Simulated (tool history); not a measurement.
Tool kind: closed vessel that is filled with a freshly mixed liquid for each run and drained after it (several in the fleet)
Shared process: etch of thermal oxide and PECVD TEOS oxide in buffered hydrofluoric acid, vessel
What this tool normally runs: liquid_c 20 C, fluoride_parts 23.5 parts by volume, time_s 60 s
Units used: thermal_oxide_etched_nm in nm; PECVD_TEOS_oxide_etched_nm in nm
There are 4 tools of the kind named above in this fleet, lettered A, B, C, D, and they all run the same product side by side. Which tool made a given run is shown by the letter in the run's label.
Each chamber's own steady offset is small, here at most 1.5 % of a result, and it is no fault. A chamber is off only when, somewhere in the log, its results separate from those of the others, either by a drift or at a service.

| run | day | liquid_c | fluoride_parts | time_s | read-back film thickness of the thermal oxide reference wafer, read on the same gauge (nm) | read-back film thickness of the PECVD TEOS oxide reference wafer, read on the same gauge (nm) | thermal_oxide_etched_nm | PECVD_TEOS_oxide_etched_nm |
|---|---|---|---|---|---|---|---|---|
| 1A | 0.629 | 20 | 23.5 | 60 | 100.010 | 150.00 | 25.771 | 83.883 |
| 2B | 1.121 | 20 | 23.5 | 60 | 99.976 | 150.01 | 25.268 | 82.742 |
| 3C | 1.471 | 20 | 23.5 | 60 | 99.997 | 149.99 | 25.420 | 82.443 |
| 4D | 1.858 | 20 | 23.5 | 60 | 99.991 | 149.98 | 25.433 | 81.789 |
| 5B | 2.317 | 20 | 23.5 | 60 | 99.996 | 149.99 | 25.266 | 82.418 |
| 6D | 2.633 | 20 | 14.5 | 95 | 100.000 | 150.00 | 61.291 | 199.290 |
| 7A | 3.004 | 20 | 14.5 | 95 | 99.977 | 149.99 | 62.849 | 203.500 |
| 8C | 3.300 | 20 | 14.5 | 95 | 99.983 | 150.01 | 61.201 | 205.460 |
| 9D | 3.921 | 20 | 14.5 | 95 | 100.020 | 150.01 | 60.892 | 196.820 |
| 10A | 4.279 | 20 | 30.0 | 70 | 100.020 | 150.00 | 25.448 | 81.234 |
| 11C | 4.600 | 20 | 30.0 | 70 | 99.995 | 150.02 | 24.823 | 81.766 |
| 12B | 5.204 | 20 | 30.0 | 70 | 100.010 | 150.00 | 24.712 | 80.208 |
| 13B | 5.479 | 20 | 30.0 | 70 | 100.010 | 150.01 | 24.865 | 80.503 |
| 14A | 5.917 | 20 | 23.5 | 60 | 100.030 | 150.01 | 25.697 | 82.825 |
| 15C | 6.517 | 20 | 23.5 | 60 | 100.010 | 150.00 | 25.096 | 82.638 |
| 16D | 6.808 | 20 | 23.5 | 60 | 100.010 | 150.00 | 25.269 | 82.530 |
| 17A | 7.171 | 20 | 23.5 | 60 | 99.994 | 150.00 | 25.591 | 83.419 |
| 18B | 7.738 | 20 | 23.5 | 60 | 99.999 | 150.03 | 25.188 | 81.651 |
| 19C | 8.092 | 20 | 23.5 | 35 | 100.000 | 150.00 | 14.686 | 47.964 |
| 20D | 8.712 | 20 | 23.5 | 35 | 100.010 | 150.01 | 14.891 | 48.618 |
|  | 8.725 | chamber D: thermometer replaced |
| 21A | 9.333 | 20 | 23.5 | 35 | 100.000 | 150.00 | 14.994 | 48.251 |
| 22C | 9.888 | 20 | 23.5 | 35 | 99.983 | 150.02 | 14.798 | 48.368 |
| 23D | 10.242 | 20 | 23.5 | 60 | 100.000 | 149.99 | 25.077 | 82.858 |
| 24B | 10.696 | 20 | 23.5 | 60 | 99.998 | 150.04 | 25.446 | 81.497 |
| 25B | 11.217 | 20 | 23.5 | 60 | 100.010 | 150.02 | 25.291 | 81.584 |
| 26C | 11.538 | 20 | 23.5 | 60 | 99.995 | 150.03 | 25.147 | 82.388 |
| 27A | 12.004 | 20 | 23.5 | 60 | 100.000 | 149.98 | 25.471 | 83.573 |
| 28D | 12.312 | 20 | 23.5 | 60 | 99.977 | 149.97 | 25.074 | 83.017 |
| 29A | 12.750 | 20 | 23.5 | 60 | 99.981 | 150.00 | 25.784 | 82.915 |
| 30D | 13.054 | 20 | 23.5 | 60 | 100.010 | 149.97 | 25.194 | 83.233 |

Each of the 4 chambers runs these same settings next. Fill in every chamber's results:
| 31A | 13.508 | 20 | 23.5 | 60 |  |  | ? | ? |
| 31B | 13.508 | 20 | 23.5 | 60 |  |  | ? | ? |
| 31C | 13.508 | 20 | 23.5 | 60 |  |  | ? | ? |
| 31D | 13.508 | 20 | 23.5 | 60 |  |  | ? | ? |

| run | thermal_oxide_etched_nm | PECVD_TEOS_oxide_etched_nm |
|---|---|---|
| 31A | 25.519 | 83.383 |
| 31B | 25.463 | 81.892 |
| 31C | 25.406 | 82.737 |
| 31D | 25.350 | 83.088 |
